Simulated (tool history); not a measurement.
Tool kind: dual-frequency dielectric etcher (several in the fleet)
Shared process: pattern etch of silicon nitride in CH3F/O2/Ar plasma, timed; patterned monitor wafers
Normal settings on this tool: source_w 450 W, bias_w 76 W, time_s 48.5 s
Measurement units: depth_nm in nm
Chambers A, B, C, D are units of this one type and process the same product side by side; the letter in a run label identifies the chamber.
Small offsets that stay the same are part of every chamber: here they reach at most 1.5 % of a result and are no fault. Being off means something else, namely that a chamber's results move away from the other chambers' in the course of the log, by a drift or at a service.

run	hour	source_w	bias_w	time_s	hours since the last wet clean	hours since the last source power generator calibration	hours since the last bias power generator calibration	read-back reference wafer on the same gauge, depth_nm	depth_nm
1C	11.7	450	76	48.5	443.2	1870.9	1690.2	30.177	36.121
2B	25.3	450	76	48.5	136.0	1213.0	3681.2	30.213	35.637
3D	36.7	450	76	48.5	168.3	417.4	2820.0	30.191	36.399
4A	44.6	450	76	48.5	214.9	1032.4	751.3	30.208	36.437
5C	55.9	450	76	48.5	487.4	1915.1	1734.4	30.171	36.293
6B	63.5	450	76	48.5	174.2	1251.2	3719.4	30.179	35.634
7A	73.5	450	76	48.5	243.8	1061.3	780.2	30.181	36.236
8D	84.2	400	76	43.5	215.8	464.9	2867.5	30.205	30.924
9B	92.9	400	76	43.5	203.6	1280.6	3748.8	30.222	30.587
10C	103.3	400	76	43.5	534.8	1962.5	1781.8	30.175	30.719
11D	115.0	400	76	43.5	246.6	495.7	2898.3	30.220	31.105
12A	123.0	450	76	48.5	293.3	1110.8	829.7	30.206	36.194
13A	134.8	400	66	48.5	305.1	1122.6	841.5	30.211	33.027
14B	143.5	400	66	48.5	254.2	1331.2	3799.4	30.210	32.519
15C	150.8	400	66	48.5	582.3	2010.0	1829.3	30.206	32.343
16D	164.1	400	66	48.5	295.7	544.8	2947.4	30.220	33.276
17A	174.2	450	76	48.5	344.5	1162.0	880.9	30.233	36.208
18C	184.6	450	76	48.5	616.1	2043.8	1863.1	30.217	35.371
19D	198.6	450	76	48.5	330.2	579.3	2981.9	30.186	36.505
20B	207.7	450	76	48.5	318.4	1395.4	3863.6	30.220	35.389
21C	222.9	450	76	48.5	654.4	2082.1	1901.4	30.201	34.918
22D	236.3	450	91	48.5	367.9	617.0	3019.6	30.167	38.718
23B	249.6	450	91	48.5	360.3	1437.3	3905.5	30.186	38.044
24A	259.7	450	91	48.5	430.0	1247.5	966.4	30.213	38.786
25D	274.9	450	91	48.5	406.5	655.6	3058.2	30.206	38.650

Is one chamber out of step, is the gauge drifting, or do the chambers differ by no more than their own small offsets? For an off chamber, give its letter and the likeliest cause.

Little by little, chamber C moves away from the other chambers.
Most likely cause: etch rate under this chamber's usual, % = 4.82.

Here are 4 candidates for chamber C's next run, each the usual settings with a change, their results left as question marks. Which one brings its results back in line with what the others give on the usual settings?
In line here means within this much of the mean the other chambers give on the usual settings: depth_nm 0.550 nm
26C-1	286.1	450	76	50.5					?
26C-2	286.1	440	75	45.0					?
26C-3	286.1	420	72	48.5					?
26C-4	286.1	500	85	48.5					?

Average result of the remaining chambers running the usual settings: depth_nm 36.036 nm
run	depth_nm
26C-1	36.025
26C-2	31.684
26C-3	33.080
26C-4	37.444
26C-1 brings the chamber back in line.
